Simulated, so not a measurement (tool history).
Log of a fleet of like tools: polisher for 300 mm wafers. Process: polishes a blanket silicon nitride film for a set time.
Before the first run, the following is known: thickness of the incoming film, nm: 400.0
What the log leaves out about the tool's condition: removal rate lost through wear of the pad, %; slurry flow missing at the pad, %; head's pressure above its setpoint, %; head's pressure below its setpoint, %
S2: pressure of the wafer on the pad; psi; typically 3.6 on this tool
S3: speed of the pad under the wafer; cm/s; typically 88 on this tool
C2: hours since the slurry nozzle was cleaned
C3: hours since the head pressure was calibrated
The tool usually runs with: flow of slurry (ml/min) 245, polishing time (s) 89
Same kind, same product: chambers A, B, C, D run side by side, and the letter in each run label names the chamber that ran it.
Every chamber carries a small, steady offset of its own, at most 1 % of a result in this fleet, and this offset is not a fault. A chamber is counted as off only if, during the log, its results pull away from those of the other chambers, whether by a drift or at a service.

run 1C hour=7.2 | flow_of_slurry_(ml/min)=245 S2=3.6 S3=88 polishing_time_(s)=89 | wafers_polished_on_this_pad=257 C2=783 C3=69.9 | film_removed_(nm)=162.59
run 2B hour=15.5 | flow_of_slurry_(ml/min)=245 S2=3.6 S3=88 polishing_time_(s)=89 | wafers_polished_on_this_pad=667 C2=312.1 C3=16.4 | film_removed_(nm)=164.06
-- hour=16 chamber D: worn pad replaced by a new one
run 3D hour=30.4 | flow_of_slurry_(ml/min)=245 S2=3.6 S3=88 polishing_time_(s)=89 | wafers_polished_on_this_pad=86 C2=80.6 C3=515.9 | film_removed_(nm)=165.06
-- hour=34.5 chamber A: worn pad replaced by a new one
run 4A hour=37.2 | flow_of_slurry_(ml/min)=245 S2=3.6 S3=88 polishing_time_(s)=89 | wafers_polished_on_this_pad=16 C2=311.4 C3=216 | film_removed_(nm)=162.46
run 5B hour=46.1 | flow_of_slurry_(ml/min)=245 S2=3.6 S3=88 polishing_time_(s)=89 | wafers_polished_on_this_pad=849 C2=342.7 C3=47 | film_removed_(nm)=162.57
run 6C hour=60.5 | flow_of_slurry_(ml/min)=245 S2=3.6 S3=88 polishing_time_(s)=89 | wafers_polished_on_this_pad=575 C2=836.3 C3=123.2 | film_removed_(nm)=165.65
run 7A hour=71.5 | flow_of_slurry_(ml/min)=245 S2=3.6 S3=88 polishing_time_(s)=89 | wafers_polished_on_this_pad=221 C2=345.7 C3=250.3 | film_removed_(nm)=163.48
run 8D hour=83 | flow_of_slurry_(ml/min)=245 S2=3.6 S3=88 polishing_time_(s)=89 | wafers_polished_on_this_pad=400 C2=133.2 C3=568.5 | film_removed_(nm)=164.04
-- hour=84 chamber B: slurry nozzle cleaned
-- hour=89.9 chamber B: worn pad replaced by a new one
-- hour=93.9 chamber C: worn pad replaced by a new one
run 9D hour=94.9 | flow_of_slurry_(ml/min)=245 S2=3.6 S3=88 polishing_time_(s)=89 | wafers_polished_on_this_pad=471 C2=145.1 C3=580.4 | film_removed_(nm)=164.4
run 10B hour=107.7 | flow_of_slurry_(ml/min)=245 S2=3.6 S3=88 polishing_time_(s)=89 | wafers_polished_on_this_pad=106 C2=23.8 C3=108.6 | film_removed_(nm)=163.76
run 11A hour=116.9 | flow_of_slurry_(ml/min)=245 S2=3.6 S3=88 polishing_time_(s)=89 | wafers_polished_on_this_pad=492 C2=391.1 C3=295.7 | film_removed_(nm)=161
run 12C hour=127.1 | flow_of_slurry_(ml/min)=245 S2=3.6 S3=88 polishing_time_(s)=89 | wafers_polished_on_this_pad=198 C2=902.9 C3=189.8 | film_removed_(nm)=163.61
-- hour=135.3 chamber C: slurry nozzle cleaned
run 13B hour=139.3 | flow_of_slurry_(ml/min)=245 S2=4.3 S3=88 polishing_time_(s)=89 | wafers_polished_on_this_pad=295 C2=55.4 C3=140.2 | film_removed_(nm)=194.48
run 14D hour=147.1 | flow_of_slurry_(ml/min)=245 S2=4.3 S3=88 polishing_time_(s)=89 | wafers_polished_on_this_pad=783 C2=197.3 C3=632.6 | film_removed_(nm)=193.43
run 15A hour=159.9 | flow_of_slurry_(ml/min)=245 S2=4.3 S3=88 polishing_time_(s)=89 | wafers_polished_on_this_pad=749 C2=434.1 C3=338.7 | film_removed_(nm)=195.88
run 16C hour=168 | flow_of_slurry_(ml/min)=245 S2=4.3 S3=88 polishing_time_(s)=89 | wafers_polished_on_this_pad=442 C2=32.7 C3=230.7 | film_removed_(nm)=194.94
run 17A hour=176.4 | flow_of_slurry_(ml/min)=245 S2=3.6 S3=88 polishing_time_(s)=59 | wafers_polished_on_this_pad=847 C2=450.6 C3=355.2 | film_removed_(nm)=108.03
run 18C hour=188.6 | flow_of_slurry_(ml/min)=245 S2=3.6 S3=88 polishing_time_(s)=59 | wafers_polished_on_this_pad=565 C2=53.3 C3=251.3 | film_removed_(nm)=108.58
run 19D hour=198.9 | flow_of_slurry_(ml/min)=245 S2=3.6 S3=88 polishing_time_(s)=59 | wafers_polished_on_this_pad=1092 C2=249.1 C3=684.4 | film_removed_(nm)=109.37
run 20B hour=208.6 | flow_of_slurry_(ml/min)=245 S2=3.6 S3=88 polishing_time_(s)=59 | wafers_polished_on_this_pad=708 C2=124.7 C3=209.5 | film_removed_(nm)=108.42
-- hour=209 chamber D: slurry nozzle cleaned
-- hour=216.7 chamber D: worn pad replaced by a new one
run 21C hour=223.6 | flow_of_slurry_(ml/min)=245 S2=3.6 S3=88 polishing_time_(s)=89 | wafers_polished_on_this_pad=774 C2=88.3 C3=286.3 | film_removed_(nm)=163.46
-- hour=226.8 chamber A: worn pad replaced by a new one
run 22D hour=231.6 | flow_of_slurry_(ml/min)=185 S2=3.6 S3=88 polishing_time_(s)=72 | wafers_polished_on_this_pad=89 C2=22.6 C3=717.1 | film_removed_(nm)=127.15
-- hour=238.2 chamber A: slurry nozzle cleaned
run 23A hour=243.4 | flow_of_slurry_(ml/min)=185 S2=3.6 S3=88 polishing_time_(s)=72 | wafers_polished_on_this_pad=99 C2=5.3 C3=422.2 | film_removed_(nm)=128.82
-- hour=246.2 chamber B: worn pad replaced by a new one
run 24B hour=250.2 | flow_of_slurry_(ml/min)=185 S2=3.6 S3=88 polishing_time_(s)=72 | wafers_polished_on_this_pad=24 C2=166.3 C3=251.1 | film_removed_(nm)=129.25
run 25B hour=260.2 | flow_of_slurry_(ml/min)=185 S2=3.6 S3=88 polishing_time_(s)=72 | wafers_polished_on_this_pad=84 C2=176.3 C3=261.1 | film_removed_(nm)=126.14
-- hour=264.1 chamber C: worn pad replaced by a new one
run 26A hour=269.7 | flow_of_slurry_(ml/min)=245 S2=3.6 S3=88 polishing_time_(s)=89 | wafers_polished_on_this_pad=256 C2=31.6 C3=448.5 | film_removed_(nm)=160.56
run 27C hour=280.4 | flow_of_slurry_(ml/min)=245 S2=4 S3=88 polishing_time_(s)=89 | wafers_polished_on_this_pad=97 C2=145.1 C3=343.1 | film_removed_(nm)=181.03
run 28D hour=286.9 | flow_of_slurry_(ml/min)=245 S2=4 S3=88 polishing_time_(s)=89 | wafers_polished_on_this_pad=419 C2=77.9 C3=772.4 | film_removed_(nm)=181.57
run 29D hour=297.9 | flow_of_slurry_(ml/min)=245 S2=4 S3=88 polishing_time_(s)=89 | wafers_polished_on_this_pad=485 C2=88.9 C3=783.4 | film_removed_(nm)=182.82
-- hour=306.2 chamber D: head pressure recalibrated
run 30B hour=309.3 | flow_of_slurry_(ml/min)=245 S2=4 S3=88 polishing_time_(s)=89 | wafers_polished_on_this_pad=377 C2=225.4 C3=310.2 | film_removed_(nm)=182.89
run 31C hour=318.1 | flow_of_slurry_(ml/min)=245 S2=3.6 S3=88 polishing_time_(s)=89 | wafers_polished_on_this_pad=322 C2=182.8 C3=380.8 | film_removed_(nm)=162.84
run 32A hour=328 | flow_of_slurry_(ml/min)=245 S2=3.6 S3=88 polishing_time_(s)=89 | wafers_polished_on_this_pad=604 C2=89.9 C3=506.8 | film_removed_(nm)=162.63
run 33D hour=338.9 | flow_of_slurry_(ml/min)=245 S2=3.6 S3=88 polishing_time_(s)=89 | wafers_polished_on_this_pad=730 C2=129.9 C3=32.8 | film_removed_(nm)=165.33
-- hour=351.9 chamber B: head pressure recalibrated
run 34B hour=351.9 | flow_of_slurry_(ml/min)=245 S2=3.6 S3=88 polishing_time_(s)=89 | wafers_polished_on_this_pad=631 C2=268 C3=0 | film_removed_(nm)=161.86
run 35C hour=363.8 | flow_of_slurry_(ml/min)=245 S2=3.6 S3=88 polishing_time_(s)=89 | wafers_polished_on_this_pad=595 C2=228.5 C3=426.5 | film_removed_(nm)=163.53
run 36A hour=370.9 | flow_of_slurry_(ml/min)=245 S2=3.6 S3=88 polishing_time_(s)=89 | wafers_polished_on_this_pad=860 C2=132.8 C3=549.7 | film_removed_(nm)=164.19
run 37A hour=383.4 | flow_of_slurry_(ml/min)=245 S2=3.6 S3=88 polishing_time_(s)=89 | wafers_polished_on_this_pad=935 C2=145.3 C3=562.2 | film_removed_(nm)=162.61
run 38B hour=396.9 | flow_of_slurry_(ml/min)=245 S2=3.6 S3=88 polishing_time_(s)=89 | wafers_polished_on_this_pad=900 C2=313 C3=45 | film_removed_(nm)=164.47

One chamber off, gauge drift, or nothing amiss beyond the chambers' own small offsets? If it is a chamber, which one, and what is the likeliest cause?

Beyond each chamber's small constant offset nothing stands out, and the gauge stays steady.
